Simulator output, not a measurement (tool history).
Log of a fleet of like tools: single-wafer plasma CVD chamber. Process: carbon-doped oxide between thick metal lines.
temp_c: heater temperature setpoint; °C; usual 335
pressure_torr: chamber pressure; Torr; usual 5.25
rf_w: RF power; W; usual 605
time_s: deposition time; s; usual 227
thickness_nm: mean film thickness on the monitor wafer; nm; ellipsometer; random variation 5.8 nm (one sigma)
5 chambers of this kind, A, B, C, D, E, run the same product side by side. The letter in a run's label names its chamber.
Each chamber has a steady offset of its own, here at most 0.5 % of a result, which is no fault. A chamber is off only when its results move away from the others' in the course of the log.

run,hour,temp_c,pressure_torr,rf_w,time_s,hours since the last thermocouple change,hours since the last RF generator calibration,hours since the last manometer calibration,"read-back reference wafer on the same gauge, thickness_nm",thickness_nm
1B,10.4,335,5.25,605,227,55.9,50.1,1185.2,1230.3,1344.1
2C,18.4,335,5.25,605,227,1175.6,664.2,263.8,1229.2,1349.8
3D,27.1,335,5.25,605,227,2114.6,1998.2,343.9,1229.8,1338.5
# hour 29.2: chamber E: capacitance manometer re-zeroed and calibrated
4E,35.1,335,5.25,605,227,1862.0,1201.3,5.9,1230.0,1345.2
5A,46.0,335,5.25,605,227,1050.6,859.8,1162.5,1229.7,1353.5
6A,50.9,335,5.25,605,227,1055.5,864.7,1167.4,1229.4,1365.8
7E,56.4,335,5.25,605,227,1883.3,1222.6,27.2,1230.5,1338.1
8C,67.5,335,5.25,605,227,1224.7,713.3,312.9,1230.3,1353.3
9B,78.0,335,5.25,605,227,123.5,117.7,1252.8,1230.3,1344.9
10D,86.3,335,5.25,605,227,2173.8,2057.4,403.1,1229.5,1347.1
11A,96.1,335,5.25,605,227,1100.7,909.9,1212.6,1230.4,1358.4
12B,104.4,335,5.25,605,227,149.9,144.1,1279.2,1228.4,1350.1
13C,112.8,335,5.25,605,227,1270.0,758.6,358.2,1230.0,1362.7
14E,118.4,335,5.25,605,227,1945.3,1284.6,89.2,1231.1,1323.6
15D,126.2,335,5.25,605,227,2213.7,2097.3,443.0,1229.4,1346.8
16E,132.5,335,5.25,605,227,1959.4,1298.7,103.3,1230.0,1326.8
17A,140.8,335,5.25,605,227,1145.4,954.6,1257.3,1230.6,1358.7
18C,149.7,322,5.25,720,227,1306.9,795.5,395.1,1231.1,1549.1
19D,159.9,322,5.25,720,227,2247.4,2131.0,476.7,1229.8,1544.8
20B,168.9,322,5.25,720,227,214.4,208.6,1343.7,1228.7,1547.3
21B,178.9,322,5.25,720,227,224.4,218.6,1353.7,1230.1,1557.3
22D,186.2,322,5.25,720,227,2273.7,2157.3,503.0,1230.0,1552.8
23C,191.5,325,4.72,605,227,1348.7,837.3,436.9,1229.2,1369.7
24E,201.9,325,4.72,605,227,2028.8,1368.1,172.7,1229.0,1334.4
25A,210.9,325,4.72,605,227,1215.5,1024.7,1327.4,1230.6,1366.3
26E,221.5,325,4.72,605,227,2048.4,1387.7,192.3,1229.6,1326.3
# hour 221.9: chamber A: RF generator calibrated
27B,228.4,325,4.72,605,227,273.9,268.1,1403.2,1230.2,1375.1
28C,234.0,335,5.25,605,227,1391.2,879.8,479.4,1228.9,1347.0
29A,242.0,335,5.25,605,227,1246.6,20.2,1358.5,1228.2,1357.2
30D,251.8,335,5.25,605,227,2339.3,2222.9,568.6,1230.0,1336.6
31E,259.7,335,5.25,605,227,2086.6,1425.9,230.5,1229.4,1299.5
32B,270.0,335,5.25,605,227,315.5,309.7,1444.8,1230.8,1358.0
33D,275.3,335,5.25,645,249,2362.8,2246.4,592.1,1230.7,1527.8
34A,282.2,335,5.25,645,249,1286.8,60.4,1398.7,1230.9,1535.9
35C,288.9,335,5.25,645,249,1446.1,934.7,534.3,1228.8,1531.0
# hour 293.4: chamber D: RF generator calibrated
36C,296.9,335,5.25,645,249,1454.1,942.7,542.3,1230.1,1535.6
37D,302.3,335,5.25,645,249,2389.8,8.9,619.1,1229.8,1530.0
38E,309.0,335,5.25,605,227,2135.9,1475.2,279.8,1229.8,1284.7
39B,314.4,335,5.25,605,227,359.9,354.1,1489.2,1230.2,1346.6

Is one chamber off against the others, does the gauge drift, or is nothing wrong? If a chamber is off, say which, and what the likeliest cause is.

Chamber E drifts away from the others.
Cause: delivered RF power below the setpoint (%) = 6.55.

Here are 4 candidates for chamber E's next run, each the usual settings with a change, their results left as question marks. Which one brings its results back in line with what the others give on the usual settings?
In line means no further than this from the other chambers' mean on the usual settings: thickness_nm 20.0 nm
40E-1,322.3,334,5.29,615,234,,,,,?
40E-2,322.3,335,5.25,605,223,,,,,?
40E-3,322.3,335,5.27,610,230,,,,,?
40E-4,322.3,335,5.25,560,227,,,,,?

The other chambers' mean on the usual settings: thickness_nm 1349.4 nm
run,thickness_nm
40E-1,1343.1
40E-2,1262.3
40E-3,1309.1
40E-4,1225.1
40E-1 brings the chamber back in line.

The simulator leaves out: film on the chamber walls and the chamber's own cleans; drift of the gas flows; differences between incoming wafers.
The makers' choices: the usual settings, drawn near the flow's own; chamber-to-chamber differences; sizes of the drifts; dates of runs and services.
